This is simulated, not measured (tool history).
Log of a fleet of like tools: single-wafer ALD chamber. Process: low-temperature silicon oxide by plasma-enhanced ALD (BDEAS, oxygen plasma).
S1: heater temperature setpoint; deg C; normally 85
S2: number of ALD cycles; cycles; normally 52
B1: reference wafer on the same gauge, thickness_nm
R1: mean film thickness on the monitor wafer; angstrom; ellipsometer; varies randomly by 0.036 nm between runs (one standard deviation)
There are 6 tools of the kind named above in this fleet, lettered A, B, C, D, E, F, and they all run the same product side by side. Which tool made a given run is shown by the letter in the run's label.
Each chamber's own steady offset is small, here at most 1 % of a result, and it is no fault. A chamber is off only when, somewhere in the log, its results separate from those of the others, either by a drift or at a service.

run 1A hour=6.7 | S1=85 S2=52 | B1=8.1205 | R1=78.732
run 2B hour=14.2 | S1=85 S2=52 | B1=8.1246 | R1=77.797
run 3C hour=21.1 | S1=85 S2=52 | B1=8.1088 | R1=77.921
run 4D hour=28.9 | S1=85 S2=52 | B1=8.1258 | R1=78.787
run 5E hour=33.2 | S1=85 S2=52 | B1=8.1279 | R1=78.004
run 6F hour=38 | S1=91 S2=48 | B1=8.1151 | R1=71.366
run 7D hour=45.8 | S1=91 S2=48 | B1=8.1096 | R1=71.648
run 8B hour=52.7 | S1=91 S2=48 | B1=8.125 | R1=70.711
run 9C hour=60.5 | S1=91 S2=48 | B1=8.12 | R1=70.574
run 10F hour=65.3 | S1=91 S2=48 | B1=8.1216 | R1=72.08
run 11E hour=70 | S1=91 S2=48 | B1=8.1139 | R1=70.897
run 12A hour=75.6 | S1=85 S2=52 | B1=8.1061 | R1=78.926
run 13A hour=84.6 | S1=85 S2=52 | B1=8.1205 | R1=78.648
run 14F hour=91.3 | S1=85 S2=52 | B1=8.1205 | R1=78.396
run 15E hour=98.4 | S1=85 S2=52 | B1=8.1204 | R1=78.879
run 16C hour=106 | S1=85 S2=52 | B1=8.1137 | R1=77.807
-- hour=110.6 chamber B: thermocouple changed; heater temperature recalibrated
run 17B hour=111.1 | S1=85 S2=52 | B1=8.1264 | R1=77.715
run 18D hour=115.6 | S1=85 S2=52 | B1=8.1164 | R1=78.842
run 19D hour=122.9 | S1=85 S2=52 | B1=8.1236 | R1=78.895
run 20A hour=128.6 | S1=85 S2=52 | B1=8.1281 | R1=78.927
run 21F hour=135.4 | S1=85 S2=52 | B1=8.1215 | R1=78.756
run 22E hour=140.6 | S1=85 S2=52 | B1=8.117 | R1=78.489
run 23B hour=145.8 | S1=85 S2=52 | B1=8.1166 | R1=77.365
run 24C hour=149.7 | S1=85 S2=52 | B1=8.1241 | R1=78.677
run 25E hour=153.7 | S1=85 S2=52 | B1=8.1238 | R1=78.637
run 26D hour=161.3 | S1=85 S2=52 | B1=8.1179 | R1=79.151
run 27C hour=168.5 | S1=85 S2=52 | B1=8.1222 | R1=77.841
run 28A hour=177.1 | S1=85 S2=52 | B1=8.1105 | R1=78.254
run 29B hour=181.4 | S1=85 S2=52 | B1=8.1152 | R1=77.149
run 30F hour=190.1 | S1=85 S2=52 | B1=8.1215 | R1=78.99
run 31D hour=196.5 | S1=85 S2=52 | B1=8.1196 | R1=78.756
run 32A hour=201 | S1=85 S2=52 | B1=8.1245 | R1=79.014
run 33F hour=209.4 | S1=85 S2=52 | B1=8.1104 | R1=78.844
run 34B hour=217.8 | S1=85 S2=52 | B1=8.1211 | R1=77.619
run 35C hour=223.2 | S1=85 S2=61 | B1=8.1168 | R1=91.556
run 36E hour=229.4 | S1=85 S2=61 | B1=8.1189 | R1=91.41
run 37D hour=236.7 | S1=85 S2=61 | B1=8.1161 | R1=92.019
run 38E hour=242.4 | S1=85 S2=61 | B1=8.119 | R1=93.273

Next, every chamber runs the same settings. What will each give?
run 39A hour=248.9 | S1=85 S2=52 | R1=?
run 39B hour=248.9 | S1=85 S2=52 | R1=?
run 39C hour=248.9 | S1=85 S2=52 | R1=?
run 39D hour=248.9 | S1=85 S2=52 | R1=?
run 39E hour=248.9 | S1=85 S2=52 | R1=?
run 39F hour=248.9 | S1=85 S2=52 | R1=?

run=39A R1=78.567
run=39B R1=78.342
run=39C R1=77.913
run=39D R1=78.894
run=39E R1=78.671
run=39F R1=79.021
